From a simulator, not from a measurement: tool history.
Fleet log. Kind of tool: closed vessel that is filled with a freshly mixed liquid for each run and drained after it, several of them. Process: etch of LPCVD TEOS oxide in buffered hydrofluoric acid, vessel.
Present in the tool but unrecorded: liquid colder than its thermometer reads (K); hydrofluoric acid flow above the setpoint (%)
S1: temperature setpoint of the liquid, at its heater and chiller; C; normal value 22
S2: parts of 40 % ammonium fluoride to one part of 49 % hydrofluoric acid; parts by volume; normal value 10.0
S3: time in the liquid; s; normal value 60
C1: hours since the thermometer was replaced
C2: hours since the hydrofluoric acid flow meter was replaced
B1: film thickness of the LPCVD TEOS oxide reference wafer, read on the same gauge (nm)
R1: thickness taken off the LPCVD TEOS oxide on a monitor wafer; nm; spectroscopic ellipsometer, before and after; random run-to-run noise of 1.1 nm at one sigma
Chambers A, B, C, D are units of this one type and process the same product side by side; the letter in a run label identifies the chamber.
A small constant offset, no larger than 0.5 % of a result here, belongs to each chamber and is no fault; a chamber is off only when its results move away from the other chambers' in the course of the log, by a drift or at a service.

run   hour  S1    S2  S3      C1      C2      B1      R1
 1D   13.0  22  10.0  60    24.7   645.6  40.028  137.26
 2A   24.7  22  10.0  60   131.6  1255.6  39.981  138.50
 3B   38.8  22  10.0  60   346.5  1136.6  39.998  138.85
 4C   49.5  22  10.0  60   943.5  2295.6  39.964  135.72
 5D   60.4  22  10.0  60    72.1   693.0  40.000  138.14
 6A   69.9  22  10.0  60   176.8  1300.8  40.033  138.23
 7B   76.6  22  10.0  60   384.3  1174.4  40.006  137.63
 8C   85.5  22  10.0  60   979.5  2331.6  39.963  138.06
 9A   94.1  22  10.0  60   201.0  1325.0  39.998  136.25
10B  104.9  22  10.0  60   412.6  1202.7  39.992  140.41
11C  119.7  22  10.0  60  1013.7  2365.8  40.023  138.01
12D  129.1  22  10.0  60   140.8   761.7  40.047  137.80
13C  141.5  22  10.0  60  1035.5  2387.6  40.013  137.10
14A  152.4  22  11.5  80   259.3  1383.3  39.968  161.51
     159.1  -- chamber C: hydrofluoric acid flow meter replaced
15B  165.0  22  11.5  80   472.7  1262.8  40.011  163.10
16D  173.0  22  11.5  80   184.7   805.6  40.046  160.36
17A  185.3  22  11.5  80   292.2  1416.2  40.031  162.56
18D  195.6  22  10.0  60   207.3   828.2  40.015  138.00
19C  205.4  22  10.0  60  1099.4    46.4  40.018  136.34
20B  219.9  22  10.0  60   527.6  1317.7  40.025  137.66
21C  233.0  22  10.0  60  1127.0    74.0  39.974  135.74
22B  242.1  22  10.0  60   549.8  1339.9  40.056  139.93
23D  252.6  22  10.0  60   264.3   885.2  40.008  136.83
24A  262.7  22  10.0  60   369.6  1493.6  40.028  142.74
25B  273.3  22  10.0  60   581.0  1371.1  39.990  140.93
26C  284.9  22  10.0  60  1178.9   125.9  39.979  136.49
27A  294.9  22  10.0  60   401.8  1525.8  40.035  143.13
28D  303.0  22  13.0  60   314.7   935.6  40.039  106.40
29C  316.4  22  13.0  60  1210.4   157.4  39.964  107.36
30A  329.0  22  13.0  60   435.9  1559.9  39.985  114.26
31B  343.7  22  13.0  60   651.4  1441.5  39.974  107.37

Next, every chamber runs the same settings. What will each give?
32A  354.6  22  13.0  60               ?
32B  354.6  22  13.0  60               ?
32C  354.6  22  13.0  60               ?
32D  354.6  22  13.0  60               ?

run      R1
32A  116.94
32B  108.96
32C  106.29
32D  107.91
